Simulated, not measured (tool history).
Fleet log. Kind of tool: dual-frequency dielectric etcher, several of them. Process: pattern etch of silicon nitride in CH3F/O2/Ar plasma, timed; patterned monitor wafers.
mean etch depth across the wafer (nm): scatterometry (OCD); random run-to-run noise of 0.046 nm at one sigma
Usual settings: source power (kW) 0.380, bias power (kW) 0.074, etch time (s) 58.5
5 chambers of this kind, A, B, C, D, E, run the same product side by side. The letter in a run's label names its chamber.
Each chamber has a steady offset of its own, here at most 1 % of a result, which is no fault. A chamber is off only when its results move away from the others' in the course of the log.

| run | hour | source power (kW) | bias power (kW) | etch time (s) | read-back reference wafer on the same gauge, depth_nm | mean etch depth across the wafer (nm) |
|---|---|---|---|---|---|---|
| 1D | 5.5 | 0.380 | 0.074 | 58.5 | 46.106 | 40.172 |
|  | 6.9 | chamber B: wet clean of the chamber |
| 2E | 12.1 | 0.380 | 0.074 | 58.5 | 46.092 | 40.730 |
| 3C | 20.6 | 0.380 | 0.074 | 58.5 | 46.083 | 40.365 |
| 4B | 29.2 | 0.380 | 0.074 | 58.5 | 46.075 | 40.399 |
| 5A | 35.3 | 0.380 | 0.074 | 58.5 | 46.064 | 40.529 |
| 6E | 39.5 | 0.380 | 0.074 | 58.5 | 46.059 | 40.663 |
| 7C | 46.5 | 0.380 | 0.074 | 58.5 | 46.061 | 40.397 |
| 8A | 53.7 | 0.380 | 0.074 | 58.5 | 46.055 | 40.441 |
| 9B | 62.3 | 0.380 | 0.074 | 58.5 | 46.057 | 40.357 |
| 10D | 66.3 | 0.380 | 0.074 | 58.5 | 46.046 | 40.156 |
| 11A | 72.5 | 0.380 | 0.085 | 58.5 | 46.034 | 42.404 |
| 12C | 76.5 | 0.380 | 0.085 | 58.5 | 46.023 | 42.438 |
| 13D | 84.5 | 0.380 | 0.085 | 58.5 | 46.033 | 42.232 |
| 14B | 90.4 | 0.380 | 0.085 | 58.5 | 46.017 | 42.354 |
| 15E | 99.0 | 0.380 | 0.085 | 58.5 | 46.011 | 42.606 |
| 16C | 105.0 | 0.380 | 0.074 | 58.5 | 45.995 | 40.312 |
| 17B | 110.0 | 0.380 | 0.074 | 74.5 | 46.006 | 51.338 |
| 18D | 114.6 | 0.380 | 0.074 | 74.5 | 46.010 | 51.107 |
| 19A | 119.0 | 0.380 | 0.074 | 74.5 | 46.011 | 51.458 |
| 20E | 123.6 | 0.380 | 0.074 | 74.5 | 46.000 | 51.698 |
| 21A | 132.1 | 0.380 | 0.074 | 74.5 | 45.978 | 51.478 |
|  | 135.6 | chamber E: wet clean of the chamber |
| 22E | 139.3 | 0.380 | 0.074 | 58.5 | 45.985 | 40.663 |
| 23C | 145.1 | 0.380 | 0.074 | 58.5 | 45.989 | 40.296 |
| 24D | 152.6 | 0.380 | 0.074 | 58.5 | 45.979 | 40.149 |
| 25B | 161.5 | 0.380 | 0.074 | 58.5 | 45.965 | 40.311 |
| 26E | 170.2 | 0.380 | 0.074 | 58.5 | 45.951 | 40.678 |
| 27B | 174.6 | 0.380 | 0.074 | 58.5 | 45.954 | 40.303 |
| 28D | 183.1 | 0.380 | 0.074 | 58.5 | 45.951 | 40.150 |
| 29A | 187.0 | 0.380 | 0.074 | 58.5 | 45.944 | 40.298 |
| 30C | 193.7 | 0.380 | 0.074 | 58.5 | 45.933 | 40.298 |
| 31C | 198.7 | 0.380 | 0.074 | 58.5 | 45.942 | 40.280 |
| 32D | 203.9 | 0.380 | 0.074 | 58.5 | 45.931 | 40.000 |
| 33E | 209.0 | 0.380 | 0.074 | 58.5 | 45.925 | 40.586 |
| 34B | 215.6 | 0.380 | 0.074 | 58.5 | 45.921 | 40.219 |
|  | 221.8 | chamber C: wet clean of the chamber |
| 35A | 224.4 | 0.380 | 0.074 | 58.5 | 45.895 | 40.391 |
| 36D | 230.3 | 0.380 | 0.074 | 58.5 | 45.904 | 40.009 |
| 37C | 234.9 | 0.380 | 0.074 | 58.5 | 45.911 | 40.315 |
| 38B | 239.0 | 0.380 | 0.074 | 58.5 | 45.896 | 40.206 |
| 39A | 246.8 | 0.380 | 0.074 | 58.5 | 45.896 | 40.266 |

Decide between three cases: one chamber stands off from its peers, the gauge reading all wafers drifts, or nothing is wrong past each chamber's small offset. Where a chamber is off, say which and what most likely put it there.

None of the chambers is off. What moves is the gauge, dragging all their readings along together.
Cause: gauge reads low (%) = 0.461.

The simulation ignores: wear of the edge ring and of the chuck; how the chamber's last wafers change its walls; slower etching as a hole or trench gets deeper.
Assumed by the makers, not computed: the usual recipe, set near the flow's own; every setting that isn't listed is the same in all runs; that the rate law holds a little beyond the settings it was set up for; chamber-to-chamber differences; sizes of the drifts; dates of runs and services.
